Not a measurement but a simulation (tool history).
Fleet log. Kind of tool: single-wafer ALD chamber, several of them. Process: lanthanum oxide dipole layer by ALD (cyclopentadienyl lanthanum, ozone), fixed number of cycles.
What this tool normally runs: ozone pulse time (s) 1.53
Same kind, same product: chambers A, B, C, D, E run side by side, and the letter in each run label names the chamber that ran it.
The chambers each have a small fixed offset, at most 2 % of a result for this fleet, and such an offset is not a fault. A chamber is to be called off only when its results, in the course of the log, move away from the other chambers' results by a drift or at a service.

run	day	ozone pulse time (s)	hours since the last thermocouple change	hours since the last ozone generator service	read-back reference wafer on the same gauge, thickness_nm	mean film thickness on the monitor wafer (nm)
1E	0.162	1.53	420.5	133.3	0.60298	0.5469
2C	0.417	1.53	1511.9	847.6	0.60269	0.56002
3D	0.617	1.53	721.6	1626.4	0.60257	0.5524
4A	0.783	1.53	863	26.2	0.60267	0.54447
5B	0.996	1.53	454	1304.3	0.60257	0.55571
6D	1.2	1.53	735.6	1640.4	0.6025	0.55154
7E	1.512	1.53	452.9	165.7	0.60254	0.54568
8A	1.692	2.02	884.8	48	0.60249	0.56089
9C	1.975	2.02	1549.3	885	0.6024	0.57764
10B	2.258	2.02	484.3	1334.6	0.60217	0.57239
11B	2.458	2.02	489.1	1339.4	0.60195	0.57271
12D	2.708	2.02	771.8	1676.6	0.60205	0.56865
# day 2.754: chamber D: ozone generator serviced
13E	2.85	1.72	485	197.8	0.60201	0.55508
14C	3.133	1.72	1577.1	912.8	0.60178	0.56785
15A	3.417	1.72	926.2	89.4	0.60175	0.55271
16C	3.579	1.72	1587.8	923.5	0.6018	0.56839
17B	3.788	1.72	521	1371.3	0.60178	0.56247
18E	4	0.95	512.6	225.4	0.60161	0.48802
19D	4.221	0.95	808.1	35.3	0.60147	0.489
20A	4.488	0.95	951.9	115.1	0.60155	0.48167
21E	4.629	0.95	527.7	240.5	0.60142	0.48822
22A	4.912	0.95	962.1	125.3	0.60122	0.48038
23B	5.2	1.53	554.9	1405.2	0.60131	0.55396
24C	5.475	1.53	1633.3	969	0.60103	0.55774
25D	5.642	1.53	842.2	69.4	0.60088	0.55062
26E	5.871	1.53	557.5	270.3	0.60089	0.54508
27B	6.075	1.11	575.9	1426.2	0.60086	0.51598
28C	6.3	1.11	1653.1	988.8	0.60075	0.52168
29D	6.479	1.11	862.3	89.5	0.60068	0.51343
# day 6.642: chamber C: ozone generator serviced
30A	6.679	1.11	1004.5	167.7	0.60063	0.50602
31B	6.904	1.11	595.8	1446.1	0.60057	0.51493
32A	7.058	1.53	1013.6	176.8	0.60041	0.54224
33E	7.292	1.53	591.6	304.4	0.60039	0.54432
34C	7.467	1.53	1681.1	19.8	0.6004	0.55643

Decide between three cases: one chamber stands off from its peers, the gauge reading all wafers drifts, or nothing is wrong past each chamber's small offset. Where a chamber is off, say which and what most likely put it there.

None of the chambers is off. What moves is the gauge, dragging all their readings along together.
Most likely cause: gauge reads low (%) = 0.453.
